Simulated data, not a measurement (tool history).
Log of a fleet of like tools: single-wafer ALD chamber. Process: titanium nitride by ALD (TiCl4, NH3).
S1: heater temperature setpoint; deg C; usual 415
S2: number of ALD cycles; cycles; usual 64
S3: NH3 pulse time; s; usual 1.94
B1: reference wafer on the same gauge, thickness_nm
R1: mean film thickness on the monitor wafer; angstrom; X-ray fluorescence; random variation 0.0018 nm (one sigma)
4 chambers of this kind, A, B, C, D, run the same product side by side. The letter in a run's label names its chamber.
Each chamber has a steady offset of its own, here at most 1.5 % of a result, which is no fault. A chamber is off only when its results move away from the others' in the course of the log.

run 1C hour=3 | S1=415 S2=64 S3=1.94 | B1=1.3902 | R1=13.98
run 2A hour=6.2 | S1=415 S2=64 S3=1.94 | B1=1.3894 | R1=14.237
run 3D hour=9.4 | S1=415 S2=64 S3=1.94 | B1=1.3895 | R1=14.222
run 4B hour=13.2 | S1=415 S2=64 S3=1.94 | B1=1.3898 | R1=14.24
run 5D hour=15.9 | S1=415 S2=55 S3=1.94 | B1=1.3893 | R1=12.189
run 6C hour=20.3 | S1=415 S2=55 S3=1.94 | B1=1.389 | R1=12.017
run 7B hour=23.4 | S1=415 S2=55 S3=1.94 | B1=1.3892 | R1=12.248
run 8A hour=27.2 | S1=415 S2=55 S3=1.94 | B1=1.3883 | R1=12.218
run 9A hour=31.2 | S1=415 S2=64 S3=1.94 | B1=1.3889 | R1=14.219
run 10D hour=34.2 | S1=415 S2=64 S3=1.94 | B1=1.3883 | R1=14.181
run 11B hour=38.1 | S1=415 S2=64 S3=1.94 | B1=1.3882 | R1=14.204
run 12C hour=41.5 | S1=415 S2=64 S3=1.94 | B1=1.3878 | R1=13.91
run 13A hour=44.7 | S1=415 S2=64 S3=1.94 | B1=1.3884 | R1=14.202
run 14C hour=47.4 | S1=415 S2=64 S3=1.94 | B1=1.3874 | R1=13.952
run 15B hour=51.8 | S1=415 S2=64 S3=1.94 | B1=1.3874 | R1=14.216
run 16D hour=54.5 | S1=415 S2=64 S3=1.94 | B1=1.3879 | R1=14.181
run 17A hour=56.7 | S1=415 S2=64 S3=1.94 | B1=1.3871 | R1=14.172
run 18C hour=59.9 | S1=422 S2=64 S3=1.41 | B1=1.3869 | R1=13.835
run 19D hour=63.8 | S1=422 S2=64 S3=1.41 | B1=1.3868 | R1=14.088
run 20B hour=67.6 | S1=422 S2=64 S3=1.41 | B1=1.3866 | R1=14.133
run 21C hour=71.7 | S1=422 S2=64 S3=1.41 | B1=1.387 | R1=13.831
run 22B hour=73.8 | S1=415 S2=64 S3=1.94 | B1=1.3861 | R1=14.219
run 23A hour=75.7 | S1=415 S2=64 S3=1.94 | B1=1.3864 | R1=14.19
run 24D hour=80 | S1=415 S2=64 S3=1.94 | B1=1.3866 | R1=14.169
run 25A hour=82.2 | S1=415 S2=64 S3=1.94 | B1=1.3858 | R1=14.204
run 26C hour=84.3 | S1=415 S2=64 S3=1.94 | B1=1.386 | R1=13.964
run 27B hour=88.2 | S1=415 S2=64 S3=1.69 | B1=1.3855 | R1=14.162
run 28D hour=92.6 | S1=415 S2=64 S3=1.69 | B1=1.3856 | R1=14.077
run 29B hour=96.7 | S1=415 S2=64 S3=1.69 | B1=1.3855 | R1=14.146
run 30C hour=99.1 | S1=415 S2=64 S3=1.69 | B1=1.3851 | R1=13.854
run 31A hour=102.6 | S1=415 S2=64 S3=1.94 | B1=1.3848 | R1=14.187
run 32D hour=106.3 | S1=415 S2=64 S3=1.94 | B1=1.3849 | R1=14.16
run 33B hour=109.5 | S1=415 S2=64 S3=1.94 | B1=1.3844 | R1=14.18
run 34A hour=112.7 | S1=415 S2=64 S3=1.94 | B1=1.3845 | R1=14.185
run 35D hour=115 | S1=415 S2=64 S3=1.94 | B1=1.3842 | R1=14.16
run 36C hour=117.3 | S1=415 S2=64 S3=1.22 | B1=1.3844 | R1=13.689
run 37D hour=121 | S1=415 S2=64 S3=1.22 | B1=1.3844 | R1=13.901
run 38B hour=123.2 | S1=415 S2=64 S3=1.22 | B1=1.3842 | R1=13.956
run 39A hour=126.5 | S1=415 S2=64 S3=1.22 | B1=1.3834 | R1=13.927
run 40C hour=129.7 | S1=415 S2=64 S3=1.94 | B1=1.3837 | R1=13.907
run 41D hour=133.9 | S1=415 S2=64 S3=1.94 | B1=1.3838 | R1=14.138
run 42A hour=136.9 | S1=415 S2=72 S3=2.53 | B1=1.3835 | R1=16.043
run 43C hour=140.6 | S1=415 S2=72 S3=2.53 | B1=1.3831 | R1=15.748

Is one chamber off against the others, does the gauge drift, or is nothing wrong? If a chamber is off, say which, and what the likeliest cause is.

The gauge drifts, so all chambers seem to drift together. No chamber is off.
Cause: gauge reads low (%) = 0.507.

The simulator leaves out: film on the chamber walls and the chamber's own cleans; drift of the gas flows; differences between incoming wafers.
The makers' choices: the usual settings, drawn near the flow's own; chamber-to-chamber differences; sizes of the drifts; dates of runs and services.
